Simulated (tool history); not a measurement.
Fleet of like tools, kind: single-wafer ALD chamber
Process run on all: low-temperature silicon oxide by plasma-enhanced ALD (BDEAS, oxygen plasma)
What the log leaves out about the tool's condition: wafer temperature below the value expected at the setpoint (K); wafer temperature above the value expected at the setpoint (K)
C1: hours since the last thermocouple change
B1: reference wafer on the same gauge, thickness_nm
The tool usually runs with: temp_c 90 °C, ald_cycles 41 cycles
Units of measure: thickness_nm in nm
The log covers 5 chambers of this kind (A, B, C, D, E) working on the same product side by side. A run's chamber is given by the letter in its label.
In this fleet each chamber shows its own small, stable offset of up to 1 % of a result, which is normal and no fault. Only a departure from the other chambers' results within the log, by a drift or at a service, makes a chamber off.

run 1C hour=12.2 | temp_c=90 ald_cycles=41 | C1=71.8 | B1=6.1113 | thickness_nm=6.0136
run 2B hour=22.6 | temp_c=90 ald_cycles=41 | C1=1277.4 | B1=6.1118 | thickness_nm=6.0061
run 3E hour=34.4 | temp_c=90 ald_cycles=41 | C1=100.7 | B1=6.1118 | thickness_nm=6.0244
run 4A hour=44.8 | temp_c=90 ald_cycles=41 | C1=1057.9 | B1=6.109 | thickness_nm=6.0578
run 5D hour=56.7 | temp_c=83 ald_cycles=34 | C1=258.6 | B1=6.1054 | thickness_nm=5.2145
run 6B hour=67.3 | temp_c=83 ald_cycles=34 | C1=1322.1 | B1=6.1092 | thickness_nm=5.12
run 7A hour=78.4 | temp_c=83 ald_cycles=34 | C1=1091.5 | B1=6.1043 | thickness_nm=5.1084
run 8C hour=94.5 | temp_c=83 ald_cycles=34 | C1=154.1 | B1=6.1045 | thickness_nm=5.1393
run 9D hour=103.7 | temp_c=83 ald_cycles=34 | C1=305.6 | B1=6.1088 | thickness_nm=5.2159
run 10E hour=116.3 | temp_c=78 ald_cycles=44 | C1=182.6 | B1=6.1093 | thickness_nm=6.762
run 11E hour=127 | temp_c=78 ald_cycles=44 | C1=193.3 | B1=6.1114 | thickness_nm=6.7623
run 12A hour=140.8 | temp_c=78 ald_cycles=44 | C1=1153.9 | B1=6.1111 | thickness_nm=6.7528
run 13C hour=148.8 | temp_c=78 ald_cycles=44 | C1=208.4 | B1=6.1139 | thickness_nm=6.7522
run 14B hour=163.4 | temp_c=78 ald_cycles=44 | C1=1418.2 | B1=6.1074 | thickness_nm=6.7223
run 15D hour=171.6 | temp_c=90 ald_cycles=41 | C1=373.5 | B1=6.1073 | thickness_nm=6.1564
run 16A hour=186.5 | temp_c=90 ald_cycles=41 | C1=1199.6 | B1=6.1143 | thickness_nm=6.0173
run 17E hour=196.9 | temp_c=90 ald_cycles=41 | C1=263.2 | B1=6.1079 | thickness_nm=6.0527
run 18D hour=211.1 | temp_c=90 ald_cycles=41 | C1=413 | B1=6.1075 | thickness_nm=6.1001
run 19B hour=227.2 | temp_c=90 ald_cycles=41 | C1=1482 | B1=6.1064 | thickness_nm=6.0771
run 20C hour=235.6 | temp_c=90 ald_cycles=41 | C1=295.2 | B1=6.1077 | thickness_nm=6.0224
run 21B hour=251.6 | temp_c=90 ald_cycles=41 | C1=1506.4 | B1=6.1098 | thickness_nm=6.0238
run 22A hour=265.9 | temp_c=90 ald_cycles=41 | C1=1279 | B1=6.1053 | thickness_nm=6.0237
run 23D hour=277.6 | temp_c=96 ald_cycles=41 | C1=479.5 | B1=6.1061 | thickness_nm=6.0115
run 24E hour=293.2 | temp_c=96 ald_cycles=41 | C1=359.5 | B1=6.113 | thickness_nm=5.9223
run 25C hour=308 | temp_c=96 ald_cycles=41 | C1=367.6 | B1=6.1098 | thickness_nm=5.8663
run 26E hour=315 | temp_c=96 ald_cycles=41 | C1=381.3 | B1=6.1065 | thickness_nm=5.9501
run 27B hour=328.6 | temp_c=96 ald_cycles=41 | C1=1583.4 | B1=6.1162 | thickness_nm=5.8996
run 28A hour=335.7 | temp_c=90 ald_cycles=41 | C1=1348.8 | B1=6.1048 | thickness_nm=6.0312
run 29D hour=344.2 | temp_c=90 ald_cycles=41 | C1=546.1 | B1=6.1096 | thickness_nm=6.1563
run 30C hour=358.9 | temp_c=90 ald_cycles=41 | C1=418.5 | B1=6.1076 | thickness_nm=5.9949
run 31E hour=373.8 | temp_c=90 ald_cycles=41 | C1=440.1 | B1=6.1057 | thickness_nm=6.0249
run 32A hour=383 | temp_c=90 ald_cycles=45 | C1=1396.1 | B1=6.1095 | thickness_nm=6.6488
run 33B hour=396.2 | temp_c=90 ald_cycles=45 | C1=1651 | B1=6.112 | thickness_nm=6.6188
run 34C hour=408.6 | temp_c=90 ald_cycles=45 | C1=468.2 | B1=6.1098 | thickness_nm=6.6025
run 35D hour=417.1 | temp_c=90 ald_cycles=45 | C1=619 | B1=6.1094 | thickness_nm=6.7113
run 36D hour=427.7 | temp_c=90 ald_cycles=45 | C1=629.6 | B1=6.1091 | thickness_nm=6.6881
run 37B hour=439.5 | temp_c=90 ald_cycles=41 | C1=1694.3 | B1=6.1144 | thickness_nm=6.0255
run 38C hour=454.5 | temp_c=90 ald_cycles=41 | C1=514.1 | B1=6.1101 | thickness_nm=5.9737

Is one chamber out of step, is the gauge drifting, or do the chambers differ by no more than their own small offsets? For an off chamber, give its letter and the likeliest cause.

Beyond each chamber's small constant offset nothing stands out, and the gauge stays steady.
